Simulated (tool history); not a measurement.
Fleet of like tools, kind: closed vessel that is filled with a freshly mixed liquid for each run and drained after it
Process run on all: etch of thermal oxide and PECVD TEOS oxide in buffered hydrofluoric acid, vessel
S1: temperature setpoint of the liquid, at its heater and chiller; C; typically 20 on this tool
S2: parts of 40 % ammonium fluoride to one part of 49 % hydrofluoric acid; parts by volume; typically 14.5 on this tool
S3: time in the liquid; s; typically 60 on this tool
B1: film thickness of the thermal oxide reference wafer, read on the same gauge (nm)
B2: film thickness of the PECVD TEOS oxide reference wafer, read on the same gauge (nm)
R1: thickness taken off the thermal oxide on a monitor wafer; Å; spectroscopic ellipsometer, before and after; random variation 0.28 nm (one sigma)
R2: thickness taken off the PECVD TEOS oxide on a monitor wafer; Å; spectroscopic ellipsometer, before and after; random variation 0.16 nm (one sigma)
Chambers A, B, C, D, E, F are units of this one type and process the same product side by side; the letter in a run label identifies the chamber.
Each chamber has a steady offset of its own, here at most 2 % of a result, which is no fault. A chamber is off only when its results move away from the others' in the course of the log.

{"run": "1E", "hour": 5.9, "S1": 20, "S2": 14.5, "S3": 60, "B1": 99.969, "B2": 100, "R1": 387.85, "R2": 417.12}
{"run": "2F", "hour": 14.7, "S1": 20, "S2": 14.5, "S3": 60, "B1": 99.972, "B2": 100.01, "R1": 385.95, "R2": 414.89}
{"run": "3C", "hour": 21.2, "S1": 20, "S2": 14.5, "S3": 60, "B1": 99.985, "B2": 100.03, "R1": 385.17, "R2": 414.7}
{"run": "4D", "hour": 26.1, "S1": 20, "S2": 14.5, "S3": 60, "B1": 100.02, "B2": 99.998, "R1": 385.43, "R2": 418.61}
{"run": "5B", "hour": 31.1, "S1": 20, "S2": 14.5, "S3": 60, "B1": 99.988, "B2": 99.996, "R1": 389.98, "R2": 422.81}
{"run": "6A", "hour": 39.4, "S1": 20, "S2": 14.5, "S3": 60, "B1": 99.997, "B2": 100.01, "R1": 386.14, "R2": 415.37}
{"run": "7D", "hour": 48.0, "S1": 20, "S2": 14.5, "S3": 60, "B1": 99.994, "B2": 99.993, "R1": 382.08, "R2": 421.8}
{"run": "8F", "hour": 53.1, "S1": 20, "S2": 14.5, "S3": 60, "B1": 99.98, "B2": 100.01, "R1": 386.6, "R2": 418}
{"run": "9C", "hour": 59.9, "S1": 20, "S2": 14.5, "S3": 60, "B1": 100.03, "B2": 100, "R1": 380.74, "R2": 415.09}
{"run": "10A", "hour": 68.3, "S1": 20, "S2": 14.5, "S3": 60, "B1": 99.98, "B2": 99.996, "R1": 386.01, "R2": 413.4}
{"run": "11B", "hour": 76.3, "S1": 20, "S2": 14.5, "S3": 60, "B1": 100.05, "B2": 100, "R1": 391.51, "R2": 423.06}
{"run": "12E", "hour": 80.7, "S1": 20, "S2": 14.5, "S3": 60, "B1": 99.991, "B2": 99.997, "R1": 392.74, "R2": 416.2}
{"run": "13E", "hour": 87.2, "S1": 20, "S2": 14.5, "S3": 60, "B1": 99.989, "B2": 99.991, "R1": 395.25, "R2": 414.57}
{"run": "14F", "hour": 95.4, "S1": 17, "S2": 9.5, "S3": 60, "B1": 99.967, "B2": 100.01, "R1": 486.52, "R2": 527.27}
{"run": "15C", "hour": 102.4, "S1": 17, "S2": 9.5, "S3": 60, "B1": 99.98, "B2": 99.996, "R1": 479.12, "R2": 520.93}
{"run": "16D", "hour": 111.4, "S1": 17, "S2": 9.5, "S3": 60, "B1": 100, "B2": 99.997, "R1": 488.54, "R2": 529.24}
{"run": "17B", "hour": 118.4, "S1": 17, "S2": 9.5, "S3": 60, "B1": 99.958, "B2": 100.01, "R1": 483.11, "R2": 526.74}
{"run": "18A", "hour": 124.7, "S1": 17, "S2": 9.5, "S3": 60, "B1": 100.02, "B2": 100, "R1": 488.78, "R2": 515.15}
{"run": "19F", "hour": 133.1, "S1": 17, "S2": 9.5, "S3": 60, "B1": 100, "B2": 99.995, "R1": 487.1, "R2": 524.91}
{"run": "20E", "hour": 138.1, "S1": 20, "S2": 14.5, "S3": 60, "B1": 99.999, "B2": 100.01, "R1": 389.21, "R2": 415.33}
{"run": "21C", "hour": 142.9, "S1": 20, "S2": 14.5, "S3": 60, "B1": 100.02, "B2": 99.981, "R1": 383.68, "R2": 411.74}
{"run": "22B", "hour": 150.8, "S1": 20, "S2": 14.5, "S3": 60, "B1": 100, "B2": 99.999, "R1": 389.82, "R2": 420.8}
{"run": "23A", "hour": 159.9, "S1": 20, "S2": 14.5, "S3": 60, "B1": 99.992, "B2": 100.01, "R1": 388.52, "R2": 415.3}
{"run": "24D", "hour": 166.2, "S1": 20, "S2": 14.5, "S3": 60, "B1": 99.978, "B2": 100.02, "R1": 384.61, "R2": 418.62}
{"run": "25A", "hour": 173.4, "S1": 20, "S2": 14.5, "S3": 60, "B1": 100, "B2": 100.01, "R1": 389.77, "R2": 415.53}
{"run": "26D", "hour": 179.0, "S1": 20, "S2": 14.5, "S3": 60, "B1": 99.987, "B2": 99.994, "R1": 381.96, "R2": 420.88}
{"run": "27E", "hour": 185.5, "S1": 20, "S2": 14.5, "S3": 60, "B1": 100.04, "B2": 99.996, "R1": 394.81, "R2": 415.41}
{"hour": 189.4, "done": "chamber D: hydrofluoric acid flow meter replaced"}
{"run": "28B", "hour": 194.7, "S1": 20, "S2": 14.5, "S3": 60, "B1": 99.974, "B2": 100.02, "R1": 387.26, "R2": 426.06}
{"run": "29F", "hour": 199.5, "S1": 20, "S2": 18, "S3": 60, "B1": 100.01, "B2": 99.967, "R1": 312.75, "R2": 334.78}
{"run": "30C", "hour": 208.0, "S1": 20, "S2": 18, "S3": 60, "B1": 99.993, "B2": 99.995, "R1": 308.49, "R2": 333.78}
{"run": "31F", "hour": 213.4, "S1": 20, "S2": 18, "S3": 60, "B1": 99.996, "B2": 99.984, "R1": 310.48, "R2": 336.34}
{"run": "32C", "hour": 218.1, "S1": 20, "S2": 18, "S3": 60, "B1": 100.02, "B2": 99.986, "R1": 310.18, "R2": 333.43}
{"run": "33B", "hour": 222.5, "S1": 20, "S2": 18, "S3": 60, "B1": 100.01, "B2": 99.994, "R1": 317.26, "R2": 340.43}
{"run": "34A", "hour": 226.8, "S1": 20, "S2": 18, "S3": 60, "B1": 99.976, "B2": 99.995, "R1": 309.02, "R2": 335.85}
{"run": "35D", "hour": 231.6, "S1": 20, "S2": 14.5, "S3": 60, "B1": 100.03, "B2": 99.984, "R1": 382.76, "R2": 422.69}
{"run": "36E", "hour": 239.5, "S1": 20, "S2": 14.5, "S3": 60, "B1": 100.01, "B2": 99.984, "R1": 386.13, "R2": 418.6}
{"run": "37C", "hour": 245.0, "S1": 20, "S2": 14.5, "S3": 35, "B1": 99.982, "B2": 100.01, "R1": 225.57, "R2": 240.38}
{"run": "38D", "hour": 250.7, "S1": 20, "S2": 14.5, "S3": 35, "B1": 99.991, "B2": 100, "R1": 223.84, "R2": 244.91}
{"run": "39E", "hour": 255.3, "S1": 20, "S2": 14.5, "S3": 35, "B1": 100.01, "B2": 100.01, "R1": 227.58, "R2": 244.37}
{"run": "40B", "hour": 263.3, "S1": 20, "S2": 14.5, "S3": 35, "B1": 100.02, "B2": 99.986, "R1": 225.92, "R2": 246.01}
{"run": "41A", "hour": 267.4, "S1": 20, "S2": 14.5, "S3": 35, "B1": 99.987, "B2": 100, "R1": 228.38, "R2": 241.76}
{"run": "42F", "hour": 274.6, "S1": 20, "S2": 14.5, "S3": 35, "B1": 100, "B2": 99.981, "R1": 222.78, "R2": 243.31}
{"run": "43E", "hour": 279.3, "S1": 20, "S2": 14.5, "S3": 60, "B1": 100, "B2": 99.982, "R1": 384.51, "R2": 418.46}

The same settings go to every chamber for the next run, one line per chamber below. Forecast the results for each:
{"run": "44A", "hour": 285.9, "S1": 20, "S2": 14.5, "S3": 60, "R1": "?", "R2": "?"}
{"run": "44B", "hour": 285.9, "S1": 20, "S2": 14.5, "S3": 60, "R1": "?", "R2": "?"}
{"run": "44C", "hour": 285.9, "S1": 20, "S2": 14.5, "S3": 60, "R1": "?", "R2": "?"}
{"run": "44D", "hour": 285.9, "S1": 20, "S2": 14.5, "S3": 60, "R1": "?", "R2": "?"}
{"run": "44E", "hour": 285.9, "S1": 20, "S2": 14.5, "S3": 60, "R1": "?", "R2": "?"}
{"run": "44F", "hour": 285.9, "S1": 20, "S2": 14.5, "S3": 60, "R1": "?", "R2": "?"}

run=44A R1=383.26 R2=415.42
run=44B R1=388.36 R2=419.44
run=44C R1=384.07 R2=410.54
run=44D R1=390.19 R2=421.46
run=44E R1=385.9 R2=418.74
run=44F R1=389.13 R2=416.87

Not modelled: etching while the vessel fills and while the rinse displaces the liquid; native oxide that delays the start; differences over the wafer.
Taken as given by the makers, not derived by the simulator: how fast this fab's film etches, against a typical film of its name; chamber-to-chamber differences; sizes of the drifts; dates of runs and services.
